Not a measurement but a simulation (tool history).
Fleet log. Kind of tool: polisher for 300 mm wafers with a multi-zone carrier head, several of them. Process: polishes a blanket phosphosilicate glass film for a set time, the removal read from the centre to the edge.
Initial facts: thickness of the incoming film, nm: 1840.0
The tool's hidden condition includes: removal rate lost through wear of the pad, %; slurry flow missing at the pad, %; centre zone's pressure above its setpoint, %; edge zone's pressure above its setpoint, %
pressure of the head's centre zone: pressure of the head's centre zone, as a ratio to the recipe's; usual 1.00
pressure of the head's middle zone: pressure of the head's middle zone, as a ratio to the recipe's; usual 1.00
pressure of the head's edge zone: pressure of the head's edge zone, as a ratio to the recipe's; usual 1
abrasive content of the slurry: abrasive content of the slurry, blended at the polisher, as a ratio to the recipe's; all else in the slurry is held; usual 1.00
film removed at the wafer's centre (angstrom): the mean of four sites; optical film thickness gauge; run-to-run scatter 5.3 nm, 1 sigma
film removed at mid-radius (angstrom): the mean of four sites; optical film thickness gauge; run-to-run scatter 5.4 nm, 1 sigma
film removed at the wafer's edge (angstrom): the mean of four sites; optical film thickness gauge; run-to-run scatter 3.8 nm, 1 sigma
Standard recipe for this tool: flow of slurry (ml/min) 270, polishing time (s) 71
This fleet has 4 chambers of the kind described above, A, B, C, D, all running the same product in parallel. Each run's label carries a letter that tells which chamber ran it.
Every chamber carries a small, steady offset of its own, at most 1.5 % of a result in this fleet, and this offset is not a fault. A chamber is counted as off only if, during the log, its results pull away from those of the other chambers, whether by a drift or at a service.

| run | hour | flow of slurry (ml/min) | pressure of the head's centre zone | pressure of the head's middle zone | pressure of the head's edge zone | abrasive content of the slurry | polishing time (s) | wafers polished on this pad | hours since the slurry nozzle was cleaned | hours since the centre zone pressure was calibrated | hours since the edge zone pressure was calibrated | film removed at the wafer's centre (angstrom) | film removed at mid-radius (angstrom) | film removed at the wafer's edge (angstrom) |
|---|---|---|---|---|---|---|---|---|---|---|---|---|---|---|
| 1B | 8.0 | 270 | 1.00 | 1.00 | 1 | 1.00 | 71 | 200 | 203.1 | 568.7 | 585.9 | 4363.3 | 4350.4 | 4430.1 |
| 2A | 17.1 | 270 | 1.00 | 1.00 | 1 | 1.00 | 71 | 634 | 133.7 | 603.8 | 746.0 | 4289.8 | 4348.0 | 4363.3 |
| 3D | 26.4 | 270 | 1.00 | 1.00 | 1 | 1.00 | 71 | 390 | 132.1 | 422.4 | 375.5 | 4442.6 | 4315.7 | 4420.6 |
|  | 28.8 | chamber C: worn pad replaced by a new one |
|  | 36.3 | chamber A: worn pad replaced by a new one |
|  | 37.6 | chamber D: worn pad replaced by a new one |
| 4C | 38.3 | 270 | 1.00 | 1.00 | 1 | 1.00 | 71 | 78 | 210.5 | 601.7 | 711.1 | 4347.6 | 4404.0 | 4461.8 |
| 5D | 49.9 | 270 | 1.00 | 0.92 | 1 | 1.00 | 71 | 102 | 155.6 | 445.9 | 399.0 | 4427.2 | 4088.5 | 4390.5 |
|  | 53.1 | chamber D: centre zone pressure recalibrated |
| 6A | 58.2 | 270 | 1.00 | 0.92 | 1 | 1.00 | 71 | 182 | 174.8 | 644.9 | 787.1 | 4399.6 | 4058.7 | 4350.7 |
| 7B | 66.1 | 270 | 1.00 | 0.92 | 1 | 1.00 | 71 | 682 | 261.2 | 626.8 | 644.0 | 4434.2 | 4079.8 | 4408.9 |
| 8C | 78.6 | 270 | 1.00 | 0.92 | 1 | 1.00 | 71 | 412 | 250.8 | 642.0 | 751.4 | 4437.0 | 4183.9 | 4433.0 |
| 9D | 88.1 | 270 | 1.00 | 1.00 | 1 | 1.00 | 71 | 418 | 193.8 | 35.1 | 437.2 | 4470.4 | 4358.4 | 4375.4 |
|  | 94.3 | chamber D: worn pad replaced by a new one |
| 10A | 95.8 | 270 | 1.00 | 1.00 | 1 | 1.00 | 71 | 493 | 212.4 | 682.5 | 824.7 | 4369.3 | 4374.1 | 4418.3 |
| 11C | 108.7 | 270 | 1.07 | 1.00 | 1 | 1.00 | 95 | 661 | 280.9 | 672.1 | 781.5 | 6327.9 | 5910.3 | 5858.6 |
| 12B | 116.9 | 270 | 1.07 | 1.00 | 1 | 1.00 | 95 | 1102 | 312.0 | 677.6 | 694.8 | 6368.6 | 5825.3 | 5835.6 |
|  | 118.7 | chamber A: worn pad replaced by a new one |
| 13B | 126.9 | 270 | 1.07 | 1.00 | 1 | 1.00 | 95 | 1185 | 322.0 | 687.6 | 704.8 | 6477.9 | 5929.3 | 5872.7 |
|  | 131.9 | chamber B: worn pad replaced by a new one |
| 14D | 135.6 | 270 | 1.07 | 1.00 | 1 | 1.00 | 95 | 342 | 241.3 | 82.6 | 484.7 | 6346.7 | 5858.0 | 5915.7 |
|  | 141.2 | chamber B: slurry nozzle cleaned |
| 15A | 145.6 | 270 | 1.00 | 1.00 | 1 | 1.00 | 71 | 223 | 262.2 | 732.3 | 874.5 | 4367.7 | 4361.5 | 4330.6 |
|  | 149.7 | chamber D: worn pad replaced by a new one |
| 16C | 154.9 | 270 | 1.00 | 1.00 | 1 | 1.00 | 71 | 1044 | 327.1 | 718.3 | 827.7 | 4467.0 | 4321.8 | 4349.1 |
| 17B | 161.1 | 270 | 1.00 | 1.00 | 1 | 1.00 | 71 | 242 | 19.9 | 721.8 | 739.0 | 4348.6 | 4485.2 | 4390.7 |
| 18A | 171.5 | 270 | 1.00 | 1.00 | 1 | 1.00 | 71 | 437 | 288.1 | 758.2 | 900.4 | 4435.9 | 4364.9 | 4366.1 |
|  | 182.3 | chamber C: worn pad replaced by a new one |
| 19D | 183.3 | 270 | 1.00 | 1.00 | 1 | 1.00 | 71 | 278 | 289.0 | 130.3 | 532.4 | 4428.2 | 4337.2 | 4479.4 |
| 20C | 194.9 | 270 | 1.00 | 1.00 | 1 | 1.25 | 71 | 104 | 367.1 | 758.3 | 867.7 | 4825.6 | 4769.8 | 4783.6 |
| 21D | 207.4 | 270 | 1.00 | 1.00 | 1 | 1.25 | 71 | 478 | 313.1 | 154.4 | 556.5 | 4812.7 | 4885.4 | 4940.0 |
|  | 213.4 | chamber A: worn pad replaced by a new one |
|  | 214.8 | chamber B: centre zone pressure recalibrated |
| 22B | 215.2 | 270 | 1.00 | 1.00 | 1 | 1.25 | 71 | 690 | 74.0 | 0.5 | 793.1 | 4724.0 | 4748.3 | 4861.1 |
| 23A | 221.3 | 270 | 1.00 | 1.00 | 1 | 1.25 | 71 | 65 | 337.9 | 808.0 | 950.2 | 4870.4 | 4842.6 | 4817.8 |
|  | 222.8 | chamber D: worn pad replaced by a new one |
| 24C | 227.7 | 220 | 1.00 | 1.00 | 1 | 1.00 | 54 | 376 | 399.9 | 791.1 | 900.5 | 3171.8 | 3253.3 | 3247.5 |
| 25D | 234.8 | 220 | 1.00 | 1.00 | 1 | 1.00 | 54 | 99 | 340.5 | 181.8 | 583.9 | 3272.5 | 3286.7 | 3322.4 |

Is one chamber out of step, is the gauge drifting, or do the chambers differ by no more than their own small offsets? For an off chamber, give its letter and the likeliest cause.

Beyond each chamber's small constant offset nothing stands out, and the gauge stays steady.
